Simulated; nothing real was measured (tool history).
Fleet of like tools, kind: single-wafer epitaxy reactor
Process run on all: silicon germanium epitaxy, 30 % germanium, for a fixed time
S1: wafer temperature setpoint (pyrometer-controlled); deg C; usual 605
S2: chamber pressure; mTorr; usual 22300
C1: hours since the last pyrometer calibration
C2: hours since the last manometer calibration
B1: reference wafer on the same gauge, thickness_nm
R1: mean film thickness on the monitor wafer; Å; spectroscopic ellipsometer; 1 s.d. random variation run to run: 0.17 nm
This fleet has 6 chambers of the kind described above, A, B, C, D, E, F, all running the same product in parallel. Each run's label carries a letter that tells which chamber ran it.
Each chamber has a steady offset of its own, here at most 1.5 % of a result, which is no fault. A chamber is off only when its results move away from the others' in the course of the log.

Run 1E, hour 8.7: usual settings; C1 465.8; C2 1080.1; B1 74.823. Result: R1 676.15 Å.
Run 2B, hour 22.6: usual settings; C1 1845.7; C2 542.8; B1 74.829. Result: R1 668.41 Å.
Run 3F, hour 36: usual settings; C1 1730.5; C2 958.4; B1 74.784. Result: R1 678.95 Å.
Run 4D, hour 44.4: usual settings; C1 469; C2 191.8; B1 74.764. Result: R1 682.86 Å.
Run 5C, hour 53.4: usual settings; C1 1045.5; C2 921.2; B1 74.781. Result: R1 671.31 Å.
Run 6A, hour 62.1: usual settings; C1 1181.4; C2 724.4; B1 74.756. Result: R1 682.78 Å.
Run 7F, hour 76.6: usual settings; C1 1771.1; C2 999; B1 74.792. Result: R1 680.22 Å.
Run 8C, hour 91.5: usual settings; C1 1083.6; C2 959.3; B1 74.826. Result: R1 672.5 Å.
Run 9B, hour 104.5: usual settings; C1 1927.6; C2 624.7; B1 74.815. Result: R1 670.39 Å.
Run 10E, hour 118.5: usual settings; C1 575.6; C2 1189.9; B1 74.792. Result: R1 676.35 Å.
Run 11D, hour 134.1: usual settings; C1 558.7; C2 281.5; B1 74.8. Result: R1 681.47 Å.
Run 12A, hour 144.5: usual settings; C1 1263.8; C2 806.8; B1 74.743. Result: R1 684.1 Å.
At hour 152.6: chamber A: pyrometer calibrated.
Run 13C, hour 158.5: usual settings; C1 1150.6; C2 1026.3; B1 74.763. Result: R1 670.23 Å.
Run 14A, hour 170.2: usual settings; C1 17.6; C2 832.5; B1 74.798. Result: R1 683.24 Å.
Run 15E, hour 182.4: usual settings but S2 19600 mTorr; C1 639.5; C2 1253.8; B1 74.824. Result: R1 640.44 Å.
Run 16D, hour 190.5: usual settings but S2 19600 mTorr; C1 615.1; C2 337.9; B1 74.832. Result: R1 648.87 Å.
Run 17F, hour 201.4: usual settings but S2 19600 mTorr; C1 1895.9; C2 1123.8; B1 74.814. Result: R1 640.9 Å.
At hour 201.5: chamber A: capacitance manometer re-zeroed and calibrated.
Run 18B, hour 215.7: usual settings but S2 19600 mTorr; C1 2038.8; C2 735.9; B1 74.795. Result: R1 635.63 Å.
Run 19F, hour 228.9: usual settings but S2 19600 mTorr; C1 1923.4; C2 1151.3; B1 74.814. Result: R1 637.49 Å.
Run 20B, hour 237.5: usual settings but S2 19600 mTorr; C1 2060.6; C2 757.7; B1 74.796. Result: R1 635.73 Å.
Run 21C, hour 249.8: usual settings; C1 1241.9; C2 1117.6; B1 74.778. Result: R1 670.97 Å.
Run 22E, hour 257.2: usual settings; C1 714.3; C2 1328.6; B1 74.745. Result: R1 677.1 Å.
Run 23A, hour 266.1: usual settings; C1 113.5; C2 64.6; B1 74.773. Result: R1 684.24 Å.
Run 24D, hour 277.1: usual settings; C1 701.7; C2 424.5; B1 74.814. Result: R1 685.71 Å.
Run 25D, hour 291.9: usual settings; C1 716.5; C2 439.3; B1 74.85. Result: R1 683.11 Å.
Run 26B, hour 303: usual settings; C1 2126.1; C2 823.2; B1 74.806. Result: R1 668.19 Å.
Run 27E, hour 311.2: usual settings; C1 768.3; C2 1382.6; B1 74.804. Result: R1 674.16 Å.
Run 28A, hour 321.9: usual settings; C1 169.3; C2 120.4; B1 74.794. Result: R1 682.71 Å.
Run 29F, hour 335.3: usual settings but S2 17600 mTorr; C1 2029.8; C2 1257.7; B1 74.756. Result: R1 607.26 Å.
Run 30C, hour 347.9: usual settings but S2 17600 mTorr; C1 1340; C2 1215.7; B1 74.798. Result: R1 613.26 Å.
Run 31C, hour 356.8: usual settings but S2 17600 mTorr; C1 1348.9; C2 1224.6; B1 74.807. Result: R1 614.46 Å.
At hour 364.3: chamber B: pyrometer calibrated.
Run 32B, hour 368.1: usual settings but S2 17600 mTorr; C1 3.8; C2 888.3; B1 74.749. Result: R1 610.21 Å.
Run 33E, hour 379.3: usual settings but S2 17600 mTorr; C1 836.4; C2 1450.7; B1 74.773. Result: R1 610.72 Å.
Run 34F, hour 387.3: usual settings but S2 17600 mTorr; C1 2081.8; C2 1309.7; B1 74.797. Result: R1 603.61 Å.
Run 35D, hour 402.1: usual settings; C1 826.7; C2 549.5; B1 74.793. Result: R1 681.51 Å.
Run 36A, hour 413.4: usual settings; C1 260.8; C2 211.9; B1 74.779. Result: R1 683.12 Å.
Run 37F, hour 424.1: usual settings; C1 2118.6; C2 1346.5; B1 74.808. Result: R1 663.58 Å.
Run 38E, hour 431.1: usual settings; C1 888.2; C2 1502.5; B1 74.8. Result: R1 672.81 Å.
Run 39C, hour 443.1: usual settings; C1 1435.2; C2 1310.9; B1 74.826. Result: R1 674.99 Å.
Run 40B, hour 458.8: usual settings; C1 94.5; C2 979; B1 74.841. Result: R1 671.57 Å.
Run 41D, hour 468.9: usual settings; C1 893.5; C2 616.3; B1 74.803. Result: R1 679.17 Å.
Run 42A, hour 476.2: usual settings; C1 323.6; C2 274.7; B1 74.736. Result: R1 684.69 Å.

Does one chamber stand apart from the rest, does the shared gauge drift, or is all well apart from small per-chamber offsets? Give the chamber and the most likely cause, where there is one.

Chamber F drifts away from the others.
What lies behind it: true pressure below the setpoint (%) = 5.27.
The log may not separate it from: wafer temperature below the value expected at the setpoint (K).

Below are 4 candidate recipes for chamber F's next run, each the usual settings with a change, their results shown as question marks. Which of them brings F's results back in line with what the other chambers give on the usual settings?
Counts as in line when no further than this from what the other chambers average on the usual settings: R1 6 Å
Run 43F-1, hour 487.4: usual settings but S1 606 deg C. Result: R1 ?.
Run 43F-2, hour 487.4: usual settings but S1 604 deg C, S2 22200 mTorr. Result: R1 ?.
Run 43F-3, hour 487.4: usual settings but S2 22200 mTorr. Result: R1 ?.
Run 43F-4, hour 487.4: usual settings but S2 22500 mTorr. Result: R1 ?.

The mean the other chambers reach with the usual settings: R1 676.86 Å
  run      R1
43F-1  675.21
43F-2  649.71
43F-3  661.74
43F-4  665.39
43F-1 puts the chamber back in line with the other chambers.
